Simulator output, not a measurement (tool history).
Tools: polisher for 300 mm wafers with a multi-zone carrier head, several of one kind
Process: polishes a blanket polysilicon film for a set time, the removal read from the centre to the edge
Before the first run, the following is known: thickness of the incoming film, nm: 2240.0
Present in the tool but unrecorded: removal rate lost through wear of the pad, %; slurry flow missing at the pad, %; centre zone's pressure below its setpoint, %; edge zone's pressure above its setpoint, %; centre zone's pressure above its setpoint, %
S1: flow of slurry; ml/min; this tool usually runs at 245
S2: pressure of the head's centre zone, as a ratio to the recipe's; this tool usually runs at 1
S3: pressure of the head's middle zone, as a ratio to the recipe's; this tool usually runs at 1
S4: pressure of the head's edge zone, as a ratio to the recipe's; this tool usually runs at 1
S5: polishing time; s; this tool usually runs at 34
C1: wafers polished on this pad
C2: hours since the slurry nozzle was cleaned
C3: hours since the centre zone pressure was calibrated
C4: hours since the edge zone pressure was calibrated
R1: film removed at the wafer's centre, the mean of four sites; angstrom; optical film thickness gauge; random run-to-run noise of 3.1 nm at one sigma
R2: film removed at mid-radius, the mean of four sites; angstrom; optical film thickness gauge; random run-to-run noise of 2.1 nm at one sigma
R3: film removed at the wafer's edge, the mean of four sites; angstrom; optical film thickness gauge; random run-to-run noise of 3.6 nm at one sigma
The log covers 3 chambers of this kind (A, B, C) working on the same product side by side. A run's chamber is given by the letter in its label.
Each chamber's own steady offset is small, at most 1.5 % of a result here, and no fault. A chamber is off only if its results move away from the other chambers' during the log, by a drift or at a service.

run,hour,S1,S2,S3,S4,S5,C1,C2,C3,C4,R1,R2,R3
1C,10.1,245,1,1,1,34,791,192.2,287.9,13.6,2955.4,2973.9,3016.8
# hour 10.4: chamber B: worn pad replaced by a new one
2B,19.6,245,1,1,1,34,130,158.9,1306.5,273.2,3009.2,2993.7,2898.7
3A,29.7,245,1,1,1,34,537,66.9,225.3,240.5,2968.8,2973.4,3005.5
4A,37.8,245,1,1,1,34,651,75,233.4,248.6,2969.3,2954.8,3028.5
5B,42.6,245,1,1,1,34,453,181.9,1329.5,296.2,2959.1,2966.3,2849.8
6C,48.4,245,1,1,1,34,1329,230.5,326.2,51.9,2908.8,2959.5,2922.4
7C,55,245,1,1,1,34,1421,237.1,332.8,58.5,2992.4,2975.3,2915.1
# hour 55.1: chamber C: worn pad replaced by a new one
# hour 58.2: chamber A: worn pad replaced by a new one
8A,63.9,245,1,1,1,34,80,101.1,259.5,274.7,2946.5,2995.4,2944
9B,69.6,245,1,1,1,34,833,208.9,1356.5,323.2,2940.4,2928.4,2953
10C,77.6,245,1,1,1,34,316,259.7,355.4,81.1,2991.1,2970.8,2930.1
# hour 83.9: chamber B: worn pad replaced by a new one
11B,87.9,245,1,1,1,34,56,227.2,1374.8,341.5,2958.9,2966.9,2881.4
12A,96.2,245,1,1,1,34,534,133.4,291.8,307,3012.2,2970.3,3007.8
13C,103.3,245,1,1,1,30,677,285.4,381.1,106.8,2598.1,2597.9,2601.5
14B,109.3,245,1,1,1,30,357,248.6,1396.2,362.9,2603.2,2598.9,2622
15A,115.4,245,1,1,1,30,804,152.6,311,326.2,2618.8,2607.5,2649.1
16A,121.2,245,1.04,1,1,34,885,158.4,316.8,332,3110.3,3000,2992.6
17B,126.2,245,1.04,1,1,34,595,265.5,1413.1,379.8,3069.3,2943.4,2921
# hour 131.4: chamber A: worn pad replaced by a new one
# hour 132.2: chamber C: centre zone pressure recalibrated
18C,136.1,245,1.04,1,1,34,1138,318.2,4,139.6,3080,2966.8,3004.5
# hour 139.3: chamber C: worn pad replaced by a new one
19A,147,245,1,1,1,34,219,184.2,342.6,357.8,2985,2946.7,2912.2
# hour 150.4: chamber B: worn pad replaced by a new one
20C,155.9,245,1,1,1.08,23,233,338,23.8,159.4,1995.4,1974.3,2051.4
21B,165,245,1,1,1.08,23,205,304.3,1451.9,418.6,1977.5,1984.8,2026.1
22B,172,245,1,1,1.08,23,303,311.3,1458.9,425.6,2021.3,2003.4,2043.6
23C,181,245,1,1,1,34,586,363.1,48.9,184.5,2924,2948.2,2972.3
# hour 185.2: chamber C: slurry nozzle cleaned
# hour 186: chamber A: slurry nozzle cleaned
24A,186.3,245,1,1,1,34,771,0.4,381.9,397.1,2987.5,2957.1,2931.2
# hour 187.1: chamber A: centre zone pressure recalibrated
25C,196.1,245,1,1,1,34,798,11,64,199.6,2962.9,2925.6,2898.5
# hour 204.7: chamber A: worn pad replaced by a new one
26B,204.9,245,1,1,1,34,766,344.2,1491.8,458.5,2922,2903.3,2886.7
27A,212.3,245,1,1,1,34,108,26.4,25.3,423.1,2647.9,2957.5,2933
# hour 218.7: chamber B: worn pad replaced by a new one
28A,219.1,245,1,1,1,34,203,33.2,32.1,429.9,2654.9,2984.4,3003.8
# hour 227.6: chamber C: worn pad replaced by a new one
29C,227.8,245,1,1,1,34,3,42.7,95.7,231.3,2947.9,2988.8,2957
30B,234.1,245,1,1,1,34,216,373.4,1521,487.7,2940.8,2940.1,2876.3
31C,241,245,1,1,1,34,189,55.9,108.9,244.5,2953.9,2957.3,2929.1
32B,251.2,245,1,1,1,34,457,390.5,1538.1,504.8,2881.8,2923.5,2949.9
33A,257.3,245,1,1,1,34,740,71.4,70.3,468.1,2625.5,2988.6,3020.5
# hour 263.7: chamber B: centre zone pressure recalibrated
34A,265.8,245,1,1,1,34,859,79.9,78.8,476.6,2689.8,3026.8,2941
# hour 270.9: chamber A: worn pad replaced by a new one
35C,276.2,245,1,1,1,34,684,91.1,144.1,279.7,2895.1,2959.6,2849.3
# hour 284.8: chamber B: worn pad replaced by a new one
36B,286.3,245,1,1,1,34,22,425.6,22.6,539.9,2967,2957.7,2930.8
37B,296.9,245,1,1,1,34,171,436.2,33.2,550.5,2927.3,3006.5,2935.4
38A,302.1,245,1,1,1,34,438,116.2,115.1,512.9,2715.7,3009,3001.4
39C,311,245,1,1,1,34,1173,125.9,178.9,314.5,2970.6,2974.2,2934
40C,321.1,245,1,1,1,34,1314,136,189,324.6,2907.6,2957.9,2946.1
41B,329.9,245,1,1,1,34,635,469.2,66.2,583.5,2990,2988.6,2895.3
42A,335.4,245,1,1,1,34,906,149.5,148.4,546.2,2620.6,2985.2,3044.2

Is one chamber out of step, is the gauge drifting, or do the chambers differ by no more than their own small offsets? For an off chamber, give its letter and the likeliest cause.

The work done on chamber A during a service left it standing apart from the others.
Most likely cause: centre zone's pressure below its setpoint, % = 9.47.

Chamber A could run next with any of the 4 candidate recipes listed below; each alters the usual settings, and their results appear as question marks. Which one brings its results back in line with what the other chambers deliver on the usual settings?
In line here means within this much of the mean the other chambers give on the usual settings: R1 110 angstrom; R2 75 angstrom; R3 130 angstrom
43A-1,343.3,250,1.08,0.99,0.97,34,,,,,?,?,?
43A-2,343.3,240,0.92,1.01,1.03,34,,,,,?,?,?
43A-3,343.3,245,1.03,1,0.99,34,,,,,?,?,?
43A-4,343.3,245,0.97,1,1.01,34,,,,,?,?,?

Mean of the other chambers on the usual settings: R1 2944.3 angstrom; R2 2953.9 angstrom; R3 2921.5 angstrom
run,R1,R2,R3
43A-1,2923.4,2950.2,2914.2
43A-2,2435,2993,2994.1
43A-3,2767.7,2971.4,2939.1
43A-4,2589.8,2972.2,2969.7
With 43A-1, the chamber falls back in line with the rest.

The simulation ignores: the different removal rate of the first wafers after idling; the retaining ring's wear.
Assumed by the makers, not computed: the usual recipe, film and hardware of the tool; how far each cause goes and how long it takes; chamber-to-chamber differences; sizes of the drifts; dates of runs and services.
